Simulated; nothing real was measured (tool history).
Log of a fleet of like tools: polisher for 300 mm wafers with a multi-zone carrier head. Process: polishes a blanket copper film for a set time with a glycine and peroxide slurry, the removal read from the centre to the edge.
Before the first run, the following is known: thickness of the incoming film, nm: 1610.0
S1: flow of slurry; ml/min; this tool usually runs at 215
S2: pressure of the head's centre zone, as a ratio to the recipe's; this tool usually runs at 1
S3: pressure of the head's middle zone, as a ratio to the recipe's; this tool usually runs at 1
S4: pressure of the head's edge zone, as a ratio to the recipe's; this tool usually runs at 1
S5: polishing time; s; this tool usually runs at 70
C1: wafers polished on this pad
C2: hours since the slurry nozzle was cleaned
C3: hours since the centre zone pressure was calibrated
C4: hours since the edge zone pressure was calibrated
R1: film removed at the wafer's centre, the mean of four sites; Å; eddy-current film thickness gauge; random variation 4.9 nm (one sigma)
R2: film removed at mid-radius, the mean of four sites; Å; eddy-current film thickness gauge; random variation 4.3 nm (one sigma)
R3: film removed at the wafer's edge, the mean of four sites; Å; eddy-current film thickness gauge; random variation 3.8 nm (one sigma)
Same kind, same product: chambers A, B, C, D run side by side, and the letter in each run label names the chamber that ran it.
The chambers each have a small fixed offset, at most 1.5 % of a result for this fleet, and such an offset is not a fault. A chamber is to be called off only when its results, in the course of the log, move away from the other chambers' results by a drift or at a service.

run   hour   S1  S2   S3  S4  S5    C1     C2     C3     C4      R1      R2      R3
 1D    2.7  215   1    1   1  70   453  608.1  648.7  705.9  3883.6  3844.8  3971.9
       5.1  -- chamber B: slurry nozzle cleaned
 2B    5.5  215   1    1   1  70   743    0.5    807  701.9  3881.1    3980  3858.6
 3C    9.3  215   1    1   1  70   545    223  692.6    300  3927.5    3989  3973.4
 4A   14.5  215   1    1   1  70   425  109.9  507.4  441.3  3894.7  3954.6  3898.1
 5D   19.8  215   1    1   1  81   601  625.2  665.8    723  4433.8  4539.5  4563.9
 6A   25.3  215   1    1   1  81   518  120.7  518.2  452.1  4427.2  4514.7  4493.7
 7C   30.2  215   1    1   1  81   725  243.9  713.5  320.9    4513  4514.5  4441.2
 8B   33.2  215   1    1   1  81   982   28.2  834.7  729.6  4454.3  4487.9  4443.1
 9B   38.5  215   1    1   1  70  1028   33.5    840  734.9  3863.1  3874.5    3859
10C   44.1  215   1    1   1  70   845  257.8  727.4  334.8  3911.3  3885.1    3862
      45.1  -- chamber A: worn pad replaced by a new one
        48  -- chamber B: worn pad replaced by a new one
11D   48.9  215   1    1   1  70   852  654.3  694.9  752.1  3893.9  3898.8  3932.4
12A   54.7  215   1    1   1  70    83  150.1  547.6  481.5  3906.3  3890.6  3936.2
13C   57.3  215   1    1   1  70   959    271  740.6    348  3975.3  3901.2  3828.9
14D     63  215   1    1   1  70   974  668.4    709  766.2  3890.4  3905.3  3963.4
15B   65.7  215   1    1   1  70   153   60.7  867.2  762.1  3959.9  3879.6  3910.3
16A   70.2  215   1    1   1  70   216  165.6  563.1    497  3913.7  3879.2  3898.5
17B   73.7  215   1    1   1  70   222   68.7  875.2  770.1  3911.9  3931.2  3937.4
18C     77  215   1    1   1  70  1129  290.7  760.3  367.7    3962  3898.1  3906.9
      79.9  -- chamber D: worn pad replaced by a new one
      80.7  -- chamber D: centre zone pressure recalibrated
19A   80.7  215   1    1   1  70   307  176.1  573.6  507.5  3897.8  3905.7    3941
20D   85.3  215   1  1.1   1  77    46  690.7    4.6  788.5  3844.5  4615.9  4362.8
      88.2  -- chamber C: worn pad replaced by a new one
21C   88.7  215   1  1.1   1  77     4  302.4    772  379.4  4306.3    4672  4225.4
22A     93  215   1  1.1   1  77   413  188.4  585.9  519.8  4224.3  4631.2  4318.9
23B   96.7  215   1  1.1   1  77   420   91.7  898.2  793.1  4309.5  4603.4  4300.6
24D   99.5  215   1    1   1  70   169  704.9   18.8  802.7  3583.2  3843.7  3952.7
25B  104.4  215   1    1   1  70   487   99.4  905.9  800.8  3909.1  3945.1  3840.5
26A  109.1  215   1    1   1  70   552  204.5    602  535.9  3858.1  3864.2  3884.4
27C  112.1  215   1    1   1  70   206  325.8  795.4  402.8  3961.4  3942.6    3894
     116.3  -- chamber D: slurry nozzle cleaned
     116.9  -- chamber A: edge zone pressure recalibrated
28D    118  215   1    1   1  70   329    1.7   37.3  821.2    3504  3899.4  4024.2
29B  123.1  215   1    1   1  70   648  118.1  924.6  819.5  3869.3    3828    3841
       126  -- chamber A: worn pad replaced by a new one
30A  126.7  215   1    1   1  70     6  222.1  619.6    9.9  3930.9  3946.4    3931
31D  130.6  215   1    1   1  70   438   14.3   49.9  833.8  3529.6  3805.8    3887
32C  133.9  215   1    1   1  70   395  347.6  817.2  424.6  3953.1  3927.9  3891.1
33C  139.3  215   1    1   1  70   441    353  822.6    430  4017.4  3891.3  3903.4
34A    143  215   1    1   1  70   147  238.4  635.9   26.2  3898.6  3991.2  3876.2
35D  147.9  215   1    1   1  70   587   31.6   67.2  851.1  3597.7  3906.8  3986.1

Is one chamber off against the others, does the gauge drift, or is nothing wrong? If a chamber is off, say which, and what the likeliest cause is.

The work done on chamber D during a service left it standing apart from the others.
What lies behind it: centre zone's pressure below its setpoint, % = 8.72.

Below are 4 candidate recipes for chamber D's next run, each the usual settings with a change, their results shown as question marks. Which of them brings D's results back in line with what the other chambers give on the usual settings?
In line means no further than this from the other chambers' mean on the usual settings: R1 170 Å; R2 150 Å; R3 130 Å
36D-1  152.2  230  1.17  0.99  0.93  70                   ?   ?   ?
36D-2  152.2  205  0.85     1  1.07  70                   ?   ?   ?
36D-3  152.2  220  1.08     1  0.96  70                   ?   ?   ?
36D-4  152.2  210  0.92     1  1.04  70                   ?   ?   ?

The other chambers' mean on the usual settings: R1 3899.6 Å; R2 3895.7 Å; R3 3896.4 Å
  run      R1      R2      R3
36D-1  4271.8  3894.9  3863.9
36D-2  2954.6  3876.9  4109.5
36D-3  3891.1  3910.4  3909.5
36D-4  3239.1  3888.7  4057.5
It is 36D-3 that realigns the chamber with its peers.
